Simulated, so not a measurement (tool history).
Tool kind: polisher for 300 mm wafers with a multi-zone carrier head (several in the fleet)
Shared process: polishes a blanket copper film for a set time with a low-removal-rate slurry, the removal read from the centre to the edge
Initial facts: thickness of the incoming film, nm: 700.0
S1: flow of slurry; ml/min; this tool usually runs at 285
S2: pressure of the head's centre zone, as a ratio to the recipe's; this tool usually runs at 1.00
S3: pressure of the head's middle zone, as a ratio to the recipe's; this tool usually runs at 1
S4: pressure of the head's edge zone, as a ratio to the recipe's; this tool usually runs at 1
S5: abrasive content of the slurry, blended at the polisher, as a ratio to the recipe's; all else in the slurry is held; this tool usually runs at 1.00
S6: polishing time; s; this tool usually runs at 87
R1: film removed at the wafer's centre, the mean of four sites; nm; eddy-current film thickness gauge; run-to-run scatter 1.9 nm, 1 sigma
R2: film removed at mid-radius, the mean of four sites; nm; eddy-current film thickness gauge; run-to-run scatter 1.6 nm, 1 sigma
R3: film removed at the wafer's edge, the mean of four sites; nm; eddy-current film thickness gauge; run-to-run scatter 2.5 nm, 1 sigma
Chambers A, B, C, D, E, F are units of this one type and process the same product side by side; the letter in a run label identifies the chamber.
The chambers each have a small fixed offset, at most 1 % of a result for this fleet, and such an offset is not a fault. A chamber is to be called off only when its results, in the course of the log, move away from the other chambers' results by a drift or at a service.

run	hour	S1	S2	S3	S4	S5	S6	R1	R2	R3
# hour 0.7: chamber B: worn pad replaced by a new one
1E	3.6	285	1.00	1	1	1.00	87	204.64	205.63	203.16
2D	7.3	285	1.00	1	1	1.00	87	203.51	205.10	205.92
# hour 12.4: chamber A: slurry nozzle cleaned
3F	12.4	285	1.00	1	1	1.00	87	203.03	204.62	201.08
# hour 14.8: chamber A: worn pad replaced by a new one
4A	16.0	285	1.00	1	1	1.00	87	204.40	202.33	202.39
5B	19.8	285	1.00	1	1	1.00	87	202.88	202.34	202.07
6C	24.9	285	1.00	1	1	1.00	87	203.03	201.28	203.05
7A	28.1	285	1.00	1	1	1.00	87	203.61	203.35	203.92
8E	33.3	285	1.00	1	1	1.00	87	200.45	203.70	204.49
9C	36.5	285	1.00	1	1	1.00	87	205.40	202.92	205.34
10B	41.0	285	1.00	1	1	1.00	87	200.06	205.19	204.80
11D	45.8	285	0.91	1	1	1.25	87	193.57	213.52	217.25
12F	49.4	285	0.91	1	1	1.25	87	191.46	214.86	212.44
# hour 51.8: chamber A: centre zone pressure recalibrated
13A	54.8	285	0.91	1	1	1.25	87	191.47	212.15	210.67
# hour 56.1: chamber E: worn pad replaced by a new one
14B	60.9	285	0.91	1	1	1.25	87	192.30	211.61	207.38
# hour 64.2: chamber F: centre zone pressure recalibrated
15D	65.4	285	0.91	1	1	1.25	87	191.78	214.83	217.50
16C	71.2	285	0.91	1	1	1.25	87	190.60	213.54	211.48
# hour 72.7: chamber F: worn pad replaced by a new one
17F	76.7	285	1.00	1	1	1.00	87	229.55	201.94	201.59
18E	82.9	285	1.00	1	1	1.00	87	204.66	206.85	204.31
19C	86.3	285	1.00	1	1	1.00	87	202.20	203.91	203.06
20D	92.3	285	1.00	1	1	1.00	87	205.24	199.86	204.63
21A	96.3	285	1.00	1	1	1.15	60	144.45	142.31	146.86
22E	101.9	285	1.00	1	1	1.15	60	145.16	143.96	143.45
23B	105.1	285	1.00	1	1	1.15	60	143.90	143.39	142.33
24F	109.2	285	1.00	1	1	1.15	60	161.25	144.71	142.95
# hour 113.8: chamber F: slurry nozzle cleaned
25D	115.5	285	1.00	1	1	1.15	60	144.72	145.43	145.21
26E	121.4	285	1.00	1	1	1.15	60	145.32	144.50	146.30
# hour 121.7: chamber D: worn pad replaced by a new one
27B	124.5	285	1.00	1	1	1.00	87	205.24	203.68	202.91
28C	128.5	285	1.00	1	1	1.00	87	202.45	200.61	202.77
29A	132.9	285	1.00	1	1	1.00	87	202.96	203.27	207.45
30F	139.9	285	1.08	1	1	1.00	97	275.74	225.85	227.65
31C	145.2	285	1.08	1	1	1.00	97	245.01	225.86	222.72
32A	151.7	285	1.08	1	1	1.00	97	243.26	223.71	225.09
33D	157.2	285	1.08	1	1	1.00	97	245.90	229.26	226.08
34E	162.2	285	1.08	1	1	1.00	97	247.07	225.63	221.28
35F	166.7	285	1.08	1	1	1.00	97	276.93	225.58	225.12
36B	171.2	285	1.00	1	1	1.00	87	201.37	200.79	203.21
# hour 174.0: chamber A: worn pad replaced by a new one
# hour 174.1: chamber D: slurry nozzle cleaned
37F	177.7	285	1.00	1	1	1.00	87	229.21	205.22	201.61
38D	181.7	285	1.00	1	1	1.00	87	201.13	202.84	205.79
39B	185.0	285	1.00	1	1	1.00	87	204.87	200.35	198.77
40A	191.9	285	1.00	1	1	1.00	87	204.97	203.42	202.91

Predict what each chamber gives when all 6 of them run the settings below next.
41A	196.8	285	1.00	1	1	1.15	87	?	?	?
41B	196.8	285	1.00	1	1	1.15	87	?	?	?
41C	196.8	285	1.00	1	1	1.15	87	?	?	?
41D	196.8	285	1.00	1	1	1.15	87	?	?	?
41E	196.8	285	1.00	1	1	1.15	87	?	?	?
41F	196.8	285	1.00	1	1	1.15	87	?	?	?

run	R1	R2	R3
41A	209.66	208.10	208.21
41B	210.65	205.22	206.47
41C	205.32	208.81	208.26
41D	210.80	206.99	210.57
41E	205.69	212.83	208.37
41F	232.56	210.05	213.38
